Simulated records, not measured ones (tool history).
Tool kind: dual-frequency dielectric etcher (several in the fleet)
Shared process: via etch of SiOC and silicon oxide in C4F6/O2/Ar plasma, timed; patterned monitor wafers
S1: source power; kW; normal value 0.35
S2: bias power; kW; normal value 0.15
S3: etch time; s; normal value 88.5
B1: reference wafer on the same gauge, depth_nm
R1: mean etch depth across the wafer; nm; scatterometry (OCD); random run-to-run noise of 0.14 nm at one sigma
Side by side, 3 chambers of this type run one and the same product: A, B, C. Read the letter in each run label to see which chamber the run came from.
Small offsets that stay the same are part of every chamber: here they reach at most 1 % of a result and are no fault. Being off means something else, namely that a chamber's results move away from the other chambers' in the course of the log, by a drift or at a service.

run	hour	S1	S2	S3	B1	R1
1B	4.5	0.35	0.15	88.5	93.299	89.333
2A	9.6	0.35	0.15	88.5	93.33	90.092
3C	14.9	0.35	0.15	88.5	93.365	90.28
4C	22.4	0.35	0.15	88.5	93.406	90.056
5A	26.2	0.35	0.15	88.5	93.394	90.127
6B	31.5	0.35	0.15	88.5	93.387	89.463
7B	37	0.35	0.15	88.5	93.417	89.292
8A	42.8	0.35	0.135	88.5	93.481	87.492
9C	49.6	0.35	0.135	88.5	93.459	87.534
10C	57	0.35	0.135	88.5	93.517	87.442
11A	64.5	0.35	0.15	88.5	93.548	90.05
12B	72.4	0.35	0.15	88.5	93.576	89.577
13B	79.3	0.35	0.15	88.5	93.59	89.376
14C	84.3	0.35	0.15	88.5	93.58	90.299
15A	88.1	0.35	0.15	88.5	93.6	90.413
16C	93.7	0.35	0.15	88.5	93.656	90.372
17A	100	0.35	0.15	88.5	93.664	90.341
18B	107.9	0.35	0.15	88.5	93.701	89.665
19B	113.4	0.35	0.15	88.5	93.665	89.558
# hour 116.9: chamber B: source power generator calibrated
20C	119.5	0.35	0.15	88.5	93.772	90.327
21A	125.3	0.35	0.137	88.5	93.734	87.997
22B	132.6	0.35	0.137	88.5	93.799	87.121
23A	140.1	0.35	0.137	88.5	93.837	88.201
24C	147.3	0.35	0.15	70.5	93.862	72.231
25B	152.1	0.35	0.15	70.5	93.87	71.473
26C	156.1	0.35	0.15	70.5	93.873	72.099

All 3 chambers run these settings next. Forecast each chamber's results:
27A	162	0.35	0.15	88.5		?
27B	162	0.35	0.15	88.5		?
27C	162	0.35	0.15	88.5		?

run	R1
27A	90.638
27B	89.601
27C	90.604
